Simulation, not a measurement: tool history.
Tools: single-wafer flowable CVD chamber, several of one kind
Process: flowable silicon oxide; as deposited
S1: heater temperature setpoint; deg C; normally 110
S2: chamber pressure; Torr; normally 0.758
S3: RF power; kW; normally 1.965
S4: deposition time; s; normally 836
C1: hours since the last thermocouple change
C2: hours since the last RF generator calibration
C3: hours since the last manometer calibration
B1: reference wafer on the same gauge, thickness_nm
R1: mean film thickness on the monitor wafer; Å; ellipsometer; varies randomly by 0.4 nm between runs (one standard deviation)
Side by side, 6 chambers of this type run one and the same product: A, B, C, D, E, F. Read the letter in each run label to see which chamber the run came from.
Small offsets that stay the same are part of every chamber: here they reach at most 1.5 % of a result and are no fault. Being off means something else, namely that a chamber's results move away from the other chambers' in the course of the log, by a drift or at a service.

run,hour,S1,S2,S3,S4,C1,C2,C3,B1,R1
1A,10.9,110,0.758,1.965,836,1737.3,428.0,521.9,287.04,3394.7
2B,21.2,110,0.758,1.965,836,2058.0,1006.8,95.6,287.13,3352.9
3D,27.1,110,0.758,1.965,836,1073.2,252.7,765.7,287.06,3405.6
4F,38.5,110,0.758,1.965,836,922.7,1093.9,690.8,287.08,3332.8
# hour 43.6: chamber B: thermocouple changed; heater temperature recalibrated
5C,47.8,110,0.758,1.965,836,667.4,150.4,826.8,287.14,3354.5
# hour 52.8: chamber A: thermocouple changed; heater temperature recalibrated
6E,57.0,110,0.758,1.965,836,436.1,457.7,516.7,287.22,3392.1
7A,66.2,110,0.758,1.965,836,13.4,483.3,577.2,287.18,3391.0
8F,74.1,110,0.758,1.965,836,958.3,1129.5,726.4,287.25,3331.6
9D,84.2,110,0.758,1.965,836,1130.3,309.8,822.8,287.36,3402.6
10B,92.4,110,0.758,1.965,836,48.8,1078.0,166.8,287.29,3358.2
11E,99.0,110,0.758,1.965,836,478.1,499.7,558.7,287.34,3386.9
12C,104.8,110,0.758,1.965,836,724.4,207.4,883.8,287.44,3347.2
13B,114.6,110,0.758,1.965,836,71.0,1100.2,189.0,287.50,3350.0
14E,125.7,110,0.758,2.210,836,504.8,526.4,585.4,287.47,3468.2
15D,135.7,110,0.758,2.210,836,1181.8,361.3,874.3,287.48,3487.8
16A,146.5,110,0.758,2.210,836,93.7,563.6,657.5,287.50,3477.8
17C,154.8,110,0.758,2.210,836,774.4,257.4,933.8,287.70,3438.1
18F,160.2,110,0.758,2.210,836,1044.4,1215.6,812.5,287.57,3420.1
19E,167.5,110,0.758,2.210,836,546.6,568.2,627.2,287.63,3472.4
20D,176.1,110,0.758,1.965,836,1222.2,401.7,914.7,287.74,3417.8
21C,181.7,110,0.758,1.965,836,801.3,284.3,960.7,287.67,3355.3
22B,191.5,110,0.758,1.965,836,147.9,1177.1,265.9,287.71,3364.2
23A,198.4,110,0.758,1.965,836,145.6,615.5,709.4,287.67,3393.9
24F,208.4,110,0.758,1.965,836,1092.6,1263.8,860.7,287.87,3344.4
25B,214.9,110,0.758,1.645,836,171.3,1200.5,289.3,287.76,3211.8
26A,223.3,110,0.758,1.645,836,170.5,640.4,734.3,287.81,3244.0
27D,228.9,110,0.758,1.645,836,1275.0,454.5,967.5,287.88,3266.5
28E,237.0,110,0.758,1.645,836,616.1,637.7,696.7,287.97,3243.0
29C,242.7,110,0.758,1.645,836,862.3,345.3,1021.7,287.93,3209.2
30F,248.6,110,0.758,1.645,836,1132.8,1304.0,900.9,287.99,3202.8
31C,257.8,110,0.758,1.965,836,877.4,360.4,1036.8,287.99,3360.4
32F,266.6,117,0.758,1.965,745,1150.8,1322.0,918.9,288.03,2398.2
33A,277.9,117,0.758,1.965,745,225.1,695.0,788.9,288.04,2440.2
34E,284.1,117,0.758,1.965,745,663.2,684.8,743.8,288.10,2435.9
35D,291.1,117,0.758,1.965,745,1337.2,516.7,1029.7,288.16,2448.4
36B,301.1,117,0.758,1.965,745,257.5,1286.7,375.5,288.12,2410.6
37F,312.4,117,0.758,1.965,745,1196.6,1367.8,964.7,288.25,2399.3
38D,324.2,110,0.758,1.965,836,1370.3,549.8,1062.8,288.17,3418.1
39C,329.9,110,0.758,1.760,836,949.5,432.5,1108.9,288.30,3268.5
40E,336.6,110,0.758,1.760,836,715.7,737.3,796.3,288.22,3301.8
41B,346.1,110,0.758,1.760,836,302.5,1331.7,420.5,288.28,3271.7
42A,353.9,110,0.758,1.760,836,301.1,771.0,864.9,288.27,3316.4

Decide between three cases: one chamber stands off from its peers, the gauge reading all wafers drifts, or nothing is wrong past each chamber's small offset. Where a chamber is off, say which and what most likely put it there.

Every chamber seems to shift together because the gauge that measures them all drifts; the chambers themselves are fine.
Most likely cause: gauge reads high (%) = 0.478.
